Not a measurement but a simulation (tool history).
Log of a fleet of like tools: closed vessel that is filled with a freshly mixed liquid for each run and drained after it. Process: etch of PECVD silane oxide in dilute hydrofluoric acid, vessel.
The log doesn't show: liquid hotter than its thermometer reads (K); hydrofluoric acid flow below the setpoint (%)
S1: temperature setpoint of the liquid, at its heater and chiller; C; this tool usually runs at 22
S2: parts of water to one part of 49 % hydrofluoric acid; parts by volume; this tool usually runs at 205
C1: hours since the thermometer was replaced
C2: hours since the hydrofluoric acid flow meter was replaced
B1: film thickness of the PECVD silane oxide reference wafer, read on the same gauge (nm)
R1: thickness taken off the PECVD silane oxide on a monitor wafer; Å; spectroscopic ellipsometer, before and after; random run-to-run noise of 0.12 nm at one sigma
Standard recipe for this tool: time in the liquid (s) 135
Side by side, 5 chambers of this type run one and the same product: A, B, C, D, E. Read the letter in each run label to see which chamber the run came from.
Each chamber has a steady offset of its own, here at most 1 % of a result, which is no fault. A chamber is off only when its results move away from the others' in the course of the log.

run 1A hour=7.7 | S1=22 S2=205 time_in_the_liquid_(s)=135 | C1=571 C2=24.7 | B1=139.99 | R1=127.01
run 2D hour=18.2 | S1=22 S2=205 time_in_the_liquid_(s)=135 | C1=536.9 C2=50.8 | B1=139.97 | R1=126.7
run 3B hour=26.3 | S1=22 S2=205 time_in_the_liquid_(s)=135 | C1=1163.8 C2=1080.1 | B1=140.02 | R1=127.01
run 4E hour=36.7 | S1=22 S2=205 time_in_the_liquid_(s)=135 | C1=617.8 C2=235.2 | B1=139.98 | R1=128.12
run 5C hour=43.8 | S1=22 S2=205 time_in_the_liquid_(s)=135 | C1=1804.9 C2=273.5 | B1=140.01 | R1=128.98
run 6E hour=51.4 | S1=22 S2=205 time_in_the_liquid_(s)=135 | C1=632.5 C2=249.9 | B1=140.03 | R1=128.61
run 7B hour=56.6 | S1=22 S2=205 time_in_the_liquid_(s)=135 | C1=1194.1 C2=1110.4 | B1=139.95 | R1=126.37
run 8D hour=67 | S1=22 S2=205 time_in_the_liquid_(s)=135 | C1=585.7 C2=99.6 | B1=139.99 | R1=128.49
run 9A hour=73.1 | S1=18.5 S2=205 time_in_the_liquid_(s)=135 | C1=636.4 C2=90.1 | B1=140 | R1=111.39
run 10C hour=84.8 | S1=18.5 S2=205 time_in_the_liquid_(s)=135 | C1=1845.9 C2=314.5 | B1=139.96 | R1=112.18
run 11B hour=93 | S1=18.5 S2=205 time_in_the_liquid_(s)=135 | C1=1230.5 C2=1146.8 | B1=139.99 | R1=114.6
run 12A hour=103.3 | S1=18.5 S2=205 time_in_the_liquid_(s)=135 | C1=666.6 C2=120.3 | B1=139.98 | R1=110.65
run 13E hour=113.3 | S1=18.5 S2=205 time_in_the_liquid_(s)=135 | C1=694.4 C2=311.8 | B1=140.02 | R1=113.23
run 14D hour=120.9 | S1=22 S2=205 time_in_the_liquid_(s)=135 | C1=639.6 C2=153.5 | B1=140 | R1=128.89
run 15C hour=126.8 | S1=22 S2=205 time_in_the_liquid_(s)=135 | C1=1887.9 C2=356.5 | B1=139.99 | R1=127.26
run 16C hour=134.2 | S1=22 S2=205 time_in_the_liquid_(s)=135 | C1=1895.3 C2=363.9 | B1=139.99 | R1=126.41
run 17E hour=145.9 | S1=22 S2=205 time_in_the_liquid_(s)=135 | C1=727 C2=344.4 | B1=140.02 | R1=129.27
run 18A hour=157.3 | S1=22 S2=205 time_in_the_liquid_(s)=135 | C1=720.6 C2=174.3 | B1=139.99 | R1=127.93
run 19D hour=164.8 | S1=22 S2=295 time_in_the_liquid_(s)=135 | C1=683.5 C2=197.4 | B1=140 | R1=82.919
run 20B hour=170.6 | S1=22 S2=295 time_in_the_liquid_(s)=135 | C1=1308.1 C2=1224.4 | B1=140.03 | R1=81.268
run 21B hour=179 | S1=22 S2=295 time_in_the_liquid_(s)=135 | C1=1316.5 C2=1232.8 | B1=140 | R1=82.26
run 22C hour=187.3 | S1=22 S2=295 time_in_the_liquid_(s)=135 | C1=1948.4 C2=417 | B1=140.04 | R1=80.046
run 23A hour=192.4 | S1=22 S2=295 time_in_the_liquid_(s)=135 | C1=755.7 C2=209.4 | B1=140.01 | R1=80.853
run 24D hour=202.7 | S1=22 S2=205 time_in_the_liquid_(s)=135 | C1=721.4 C2=235.3 | B1=139.99 | R1=130.04
run 25E hour=209.3 | S1=22 S2=140 time_in_the_liquid_(s)=135 | C1=790.4 C2=407.8 | B1=139.98 | R1=201.6
run 26B hour=219 | S1=22 S2=140 time_in_the_liquid_(s)=135 | C1=1356.5 C2=1272.8 | B1=140 | R1=203.35
run 27C hour=225.7 | S1=22 S2=140 time_in_the_liquid_(s)=135 | C1=1986.8 C2=455.4 | B1=140.01 | R1=195.15
run 28A hour=235.9 | S1=22 S2=140 time_in_the_liquid_(s)=135 | C1=799.2 C2=252.9 | B1=140.01 | R1=200.48
run 29E hour=241 | S1=22 S2=140 time_in_the_liquid_(s)=135 | C1=822.1 C2=439.5 | B1=140.01 | R1=202.38
-- hour=243.6 chamber A: thermometer replaced
run 30D hour=252.2 | S1=22 S2=205 time_in_the_liquid_(s)=135 | C1=770.9 C2=284.8 | B1=140.01 | R1=130.35
run 31A hour=260.5 | S1=22 S2=170 time_in_the_liquid_(s)=135 | C1=17 C2=277.5 | B1=140 | R1=159.54
run 32B hour=268.5 | S1=22 S2=170 time_in_the_liquid_(s)=135 | C1=1406 C2=1322.3 | B1=140.01 | R1=163.03
run 33E hour=275.8 | S1=22 S2=170 time_in_the_liquid_(s)=135 | C1=856.9 C2=474.3 | B1=140 | R1=162.62
run 34C hour=286.6 | S1=22 S2=170 time_in_the_liquid_(s)=135 | C1=2047.7 C2=516.3 | B1=140.01 | R1=150.53
run 35D hour=295.7 | S1=22 S2=170 time_in_the_liquid_(s)=135 | C1=814.4 C2=328.3 | B1=139.98 | R1=160.96
run 36B hour=307 | S1=22 S2=205 time_in_the_liquid_(s)=135 | C1=1444.5 C2=1360.8 | B1=139.96 | R1=131.56
run 37A hour=316 | S1=26 S2=115 time_in_the_liquid_(s)=135 | C1=72.5 C2=333 | B1=140.01 | R1=291.14
run 38E hour=325.3 | S1=26 S2=115 time_in_the_liquid_(s)=135 | C1=906.4 C2=523.8 | B1=140 | R1=292.41
run 39D hour=333.5 | S1=26 S2=115 time_in_the_liquid_(s)=135 | C1=852.2 C2=366.1 | B1=139.99 | R1=296.92
run 40C hour=343.2 | S1=26 S2=115 time_in_the_liquid_(s)=135 | C1=2104.3 C2=572.9 | B1=140.03 | R1=274.76
run 41C hour=349 | S1=26 S2=115 time_in_the_liquid_(s)=135 | C1=2110.1 C2=578.7 | B1=140.01 | R1=272.48

Read the log: is a single chamber off, either drifting away or since a service, is the gauge that measures every chamber drifting, or is nothing wrong beyond small per-chamber offsets? Name any odd chamber and what most likely caused it.

One chamber, C, drifts off from the rest bit by bit.
Likeliest cause: hydrofluoric acid flow below the setpoint (%) = 7.06.
It could be hard to tell apart here from: liquid colder than its thermometer reads (K).

Chamber C could run next with any of the 4 candidate recipes listed below; each alters the usual settings, and their results appear as question marks. Which one brings its results back in line with what the other chambers deliver on the usual settings?
In line here means within this much of the mean the other chambers give on the usual settings: R1 4.3 Å
run 42C-1 hour=357.4 | S1=22 S2=190 time_in_the_liquid_(s)=135 | R1=?
run 42C-2 hour=357.4 | S1=22 S2=200 time_in_the_liquid_(s)=135 | R1=?
run 42C-3 hour=357.4 | S1=22 S2=205 time_in_the_liquid_(s)=130 | R1=?
run 42C-4 hour=357.4 | S1=22 S2=215 time_in_the_liquid_(s)=130 | R1=?

Usual-settings mean across the other chambers: R1 128.64 Å
run=42C-1 R1=128.65
run=42C-2 R1=120.81
run=42C-3 R1=112.85
run=42C-4 R1=106.39
42C-1 brings the chamber back in line.

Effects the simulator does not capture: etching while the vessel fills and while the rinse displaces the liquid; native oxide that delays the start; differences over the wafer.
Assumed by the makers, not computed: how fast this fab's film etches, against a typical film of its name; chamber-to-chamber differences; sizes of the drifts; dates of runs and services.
